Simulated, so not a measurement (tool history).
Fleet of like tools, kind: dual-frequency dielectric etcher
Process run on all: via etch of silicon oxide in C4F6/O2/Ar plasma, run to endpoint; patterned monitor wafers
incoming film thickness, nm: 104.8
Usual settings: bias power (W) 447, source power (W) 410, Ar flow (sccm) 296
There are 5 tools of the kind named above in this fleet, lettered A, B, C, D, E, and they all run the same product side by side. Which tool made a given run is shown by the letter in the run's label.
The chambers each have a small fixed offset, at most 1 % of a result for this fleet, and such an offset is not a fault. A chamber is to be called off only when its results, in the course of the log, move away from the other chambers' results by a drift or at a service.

Run 1C, day 0.604: usual settings. Result: endpoint time (s) 23.96.
Run 2B, day 0.996: usual settings. Result: endpoint time (s) 23.684.
At day 1.412: chamber A: wet clean of the chamber.
Run 3E, day 1.529: usual settings. Result: endpoint time (s) 23.778.
Run 4D, day 1.958: usual settings. Result: endpoint time (s) 23.885.
Run 5A, day 2.275: usual settings. Result: endpoint time (s) 24.004.
Run 6D, day 2.825: usual settings. Result: endpoint time (s) 23.849.
At day 2.975: chamber B: wet clean of the chamber.
Run 7E, day 3.121: usual settings but bias power (W) 488, Ar flow (sccm) 368. Result: endpoint time (s) 23.627.
At day 3.404: chamber D: wet clean of the chamber.
Run 8B, day 3.717: usual settings but bias power (W) 488, Ar flow (sccm) 368. Result: endpoint time (s) 23.499.
Run 9A, day 4.221: usual settings but bias power (W) 488, Ar flow (sccm) 368. Result: endpoint time (s) 23.596.
Run 10C, day 4.667: usual settings but bias power (W) 488, Ar flow (sccm) 368. Result: endpoint time (s) 23.702.
Run 11E, day 4.942: usual settings but bias power (W) 488, Ar flow (sccm) 368. Result: endpoint time (s) 23.217.
Run 12A, day 5.212: usual settings. Result: endpoint time (s) 23.868.
Run 13D, day 5.762: usual settings but source power (W) 480, Ar flow (sccm) 258. Result: endpoint time (s) 22.159.
Run 14B, day 6.271: usual settings but source power (W) 480, Ar flow (sccm) 258. Result: endpoint time (s) 22.063.
Run 15C, day 6.775: usual settings but source power (W) 480, Ar flow (sccm) 258. Result: endpoint time (s) 22.33.
Run 16A, day 7.188: usual settings but source power (W) 480, Ar flow (sccm) 258. Result: endpoint time (s) 22.083.
Run 17B, day 7.612: usual settings but source power (W) 480, Ar flow (sccm) 258. Result: endpoint time (s) 21.588.
Run 18D, day 8.117: usual settings. Result: endpoint time (s) 23.822.
At day 8.604: chamber B: bias power generator calibrated.
Run 19E, day 8.612: usual settings. Result: endpoint time (s) 23.079.
Run 20C, day 9.017: usual settings. Result: endpoint time (s) 23.922.
Run 21E, day 9.333: usual settings but bias power (W) 407. Result: endpoint time (s) 23.902.
Run 22A, day 9.717: usual settings but bias power (W) 407. Result: endpoint time (s) 24.561.
Run 23C, day 10.225: usual settings but bias power (W) 407. Result: endpoint time (s) 24.884.
Run 24B, day 10.792: usual settings but bias power (W) 407. Result: endpoint time (s) 24.816.
Run 25D, day 11.154: usual settings but bias power (W) 407. Result: endpoint time (s) 24.745.
Run 26C, day 11.654: usual settings. Result: endpoint time (s) 23.972.
Run 27D, day 12.229: usual settings. Result: endpoint time (s) 23.747.
Run 28A, day 12.738: usual settings. Result: endpoint time (s) 24.115.
Run 29E, day 13.071: usual settings. Result: endpoint time (s) 22.787.
Run 30B, day 13.479: usual settings but bias power (W) 406. Result: endpoint time (s) 24.56.

What goes on in this fleet: one chamber off, a drifting gauge, or nothing beyond the chambers' own small offsets? Name the chamber and the cause, if any.

It is chamber E that slowly wanders off from its peers.
Most likely cause: etch rate over this chamber's usual, % = 5.02.

Here are 4 candidates for chamber E's next run, each the usual settings with a change, their results left as question marks. Which one brings its results back in line with what the others give on the usual settings?
In-line tolerance around the mean of the other chambers on the usual settings: endpoint time (s) 0.55
Run 31E-1, day 13.917: usual settings but bias power (W) 383. Result: endpoint time (s) ?.
Run 31E-2, day 13.917: usual settings but bias power (W) 392, source power (W) 360, Ar flow (sccm) 307. Result: endpoint time (s) ?.
Run 31E-3, day 13.917: usual settings but source power (W) 520. Result: endpoint time (s) ?.
Run 31E-4, day 13.917: usual settings but source power (W) 470. Result: endpoint time (s) ?.

Mean of the other chambers on the usual settings: endpoint time (s) 23.876
  run  endpoint time (s)
31E-1             24.008
31E-2             25.116
31E-3             20.759
31E-4             21.566
31E-1 puts the chamber back in line with the other chambers.

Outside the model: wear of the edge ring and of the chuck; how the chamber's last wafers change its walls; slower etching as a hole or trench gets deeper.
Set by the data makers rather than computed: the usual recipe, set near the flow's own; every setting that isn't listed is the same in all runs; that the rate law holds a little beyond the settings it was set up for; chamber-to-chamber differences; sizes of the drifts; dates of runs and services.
